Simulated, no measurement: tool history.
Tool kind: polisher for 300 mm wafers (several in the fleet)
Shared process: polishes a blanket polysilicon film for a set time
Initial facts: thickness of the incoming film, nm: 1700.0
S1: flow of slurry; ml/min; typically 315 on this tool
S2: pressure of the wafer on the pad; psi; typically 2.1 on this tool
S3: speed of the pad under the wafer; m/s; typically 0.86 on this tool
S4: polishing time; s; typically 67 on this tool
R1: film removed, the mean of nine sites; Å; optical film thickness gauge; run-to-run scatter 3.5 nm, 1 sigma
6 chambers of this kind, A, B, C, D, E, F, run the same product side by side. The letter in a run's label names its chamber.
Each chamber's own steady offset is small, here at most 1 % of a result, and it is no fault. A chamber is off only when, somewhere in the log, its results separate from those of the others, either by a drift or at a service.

| run | day | S1 | S2 | S3 | S4 | R1 |
|---|---|---|---|---|---|---|
| 1B | 0.400 | 315 | 2.1 | 0.86 | 67 | 3939.5 |
| 2F | 0.742 | 315 | 2.1 | 0.86 | 67 | 3923.9 |
| 3A | 1.221 | 315 | 2.1 | 0.86 | 67 | 3935.0 |
| 4C | 1.508 | 315 | 2.1 | 0.86 | 67 | 3884.3 |
| 5D | 1.725 | 315 | 2.1 | 0.86 | 67 | 3909.7 |
| 6E | 2.029 | 315 | 2.1 | 0.86 | 67 | 3838.9 |
| 7C | 2.475 | 315 | 2.1 | 0.86 | 67 | 3940.7 |
| 8E | 2.888 | 315 | 2.1 | 0.86 | 67 | 3839.5 |
| 9D | 3.212 | 385 | 2.1 | 0.86 | 67 | 3953.6 |
|  | 3.329 | chamber C: head pressure recalibrated |
| 10F | 3.500 | 385 | 2.1 | 0.86 | 67 | 4015.5 |
|  | 3.650 | chamber F: worn pad replaced by a new one |
|  | 3.817 | chamber D: worn pad replaced by a new one |
| 11B | 3.817 | 385 | 2.1 | 0.86 | 67 | 3952.1 |
| 12A | 4.125 | 385 | 2.1 | 0.86 | 67 | 4030.3 |
| 13A | 4.504 | 385 | 2.1 | 0.86 | 67 | 3978.1 |
|  | 4.667 | chamber B: worn pad replaced by a new one |
| 14D | 4.808 | 385 | 2.1 | 0.86 | 67 | 3928.9 |
|  | 4.908 | chamber E: slurry nozzle cleaned |
| 15F | 5.175 | 410 | 1.6 | 0.86 | 67 | 3027.4 |
|  | 5.308 | chamber E: worn pad replaced by a new one |
| 16E | 5.438 | 410 | 1.6 | 0.86 | 67 | 3037.4 |
| 17B | 5.679 | 410 | 1.6 | 0.86 | 67 | 3033.7 |
|  | 5.788 | chamber A: worn pad replaced by a new one |
| 18C | 6.012 | 410 | 1.6 | 0.86 | 67 | 3006.0 |
|  | 6.367 | chamber F: slurry nozzle cleaned |
| 19A | 6.446 | 410 | 1.6 | 0.86 | 67 | 3041.3 |
|  | 6.546 | chamber D: slurry nozzle cleaned |
| 20D | 6.788 | 410 | 1.6 | 0.86 | 67 | 3019.8 |
|  | 7.000 | chamber F: worn pad replaced by a new one |
| 21B | 7.100 | 240 | 2.1 | 0.86 | 67 | 3802.3 |
| 22E | 7.525 | 240 | 2.1 | 0.86 | 67 | 3746.0 |
| 23F | 7.962 | 240 | 2.1 | 0.86 | 67 | 3818.8 |
| 24C | 8.275 | 240 | 2.1 | 0.86 | 67 | 3727.2 |
| 25B | 8.579 | 240 | 2.1 | 0.86 | 67 | 3784.6 |
| 26C | 8.958 | 240 | 2.1 | 0.86 | 67 | 3660.6 |
| 27E | 9.325 | 315 | 2.1 | 0.86 | 67 | 3895.3 |
|  | 9.608 | chamber A: slurry nozzle cleaned |
| 28A | 9.729 | 315 | 2.1 | 0.86 | 74 | 4376.7 |
|  | 10.033 | chamber B: slurry nozzle cleaned |
| 29D | 10.167 | 315 | 2.1 | 0.86 | 74 | 4210.5 |
| 30F | 10.425 | 315 | 2.1 | 0.86 | 74 | 4378.9 |
| 31B | 10.796 | 315 | 2.1 | 0.86 | 74 | 4298.7 |
|  | 10.846 | chamber F: worn pad replaced by a new one |
| 32D | 11.042 | 315 | 2.1 | 0.86 | 74 | 4294.1 |
| 33F | 11.362 | 315 | 2.1 | 0.86 | 74 | 4343.5 |
|  | 11.533 | chamber D: worn pad replaced by a new one |
| 34C | 11.675 | 315 | 2.1 | 0.86 | 67 | 3754.2 |
|  | 11.804 | chamber A: worn pad replaced by a new one |
|  | 11.808 | chamber A: head pressure recalibrated |
|  | 12.067 | chamber B: worn pad replaced by a new one |
| 35E | 12.096 | 315 | 2.1 | 0.86 | 67 | 3890.7 |
|  | 12.242 | chamber F: head pressure recalibrated |
| 36A | 12.458 | 315 | 2.1 | 0.86 | 67 | 3923.8 |
| 37E | 12.829 | 315 | 2.1 | 0.86 | 67 | 3928.1 |
| 38A | 13.088 | 315 | 2.1 | 0.86 | 67 | 3955.7 |
| 39C | 13.546 | 315 | 2.1 | 0.86 | 67 | 3653.0 |
| 40D | 13.933 | 315 | 2.1 | 0.86 | 67 | 3881.9 |
| 41F | 14.350 | 315 | 2.1 | 0.86 | 67 | 3932.7 |
| 42B | 14.583 | 315 | 2.1 | 0.86 | 67 | 3932.5 |
| 43C | 15.054 | 315 | 2.1 | 0.86 | 67 | 3599.3 |

Which is it: a chamber that has drifted or been left off by a service, a gauge drift common to all chambers, or only each chamber's usual small offset? If a chamber is off, name it and its likeliest cause.

One chamber, C, drifts off from the rest bit by bit.
Likeliest cause: removal rate lost through wear of the pad, % = 7.4.

Chamber C could run next with any of the 4 candidate recipes listed below; each alters the usual settings, and their results appear as question marks. Which one brings its results back in line with what the other chambers deliver on the usual settings?
In line means no further than this from the other chambers' mean on the usual settings: R1 120.0 Å
| 44C-1 | 15.408 | 315 | 2.1 | 0.82 | 65 | ? |
| 44C-2 | 15.408 | 315 | 2.1 | 0.86 | 72 | ? |
| 44C-3 | 15.408 | 315 | 2.1 | 0.86 | 66 | ? |
| 44C-4 | 15.408 | 315 | 2.1 | 0.86 | 68 | ? |

The mean the other chambers reach with the usual settings: R1 3914.6 Å
| run | R1 |
|---|---|
| 44C-1 | 3379.4 |
| 44C-2 | 3928.1 |
| 44C-3 | 3600.8 |
| 44C-4 | 3709.9 |
It is 44C-2 that realigns the chamber with its peers.
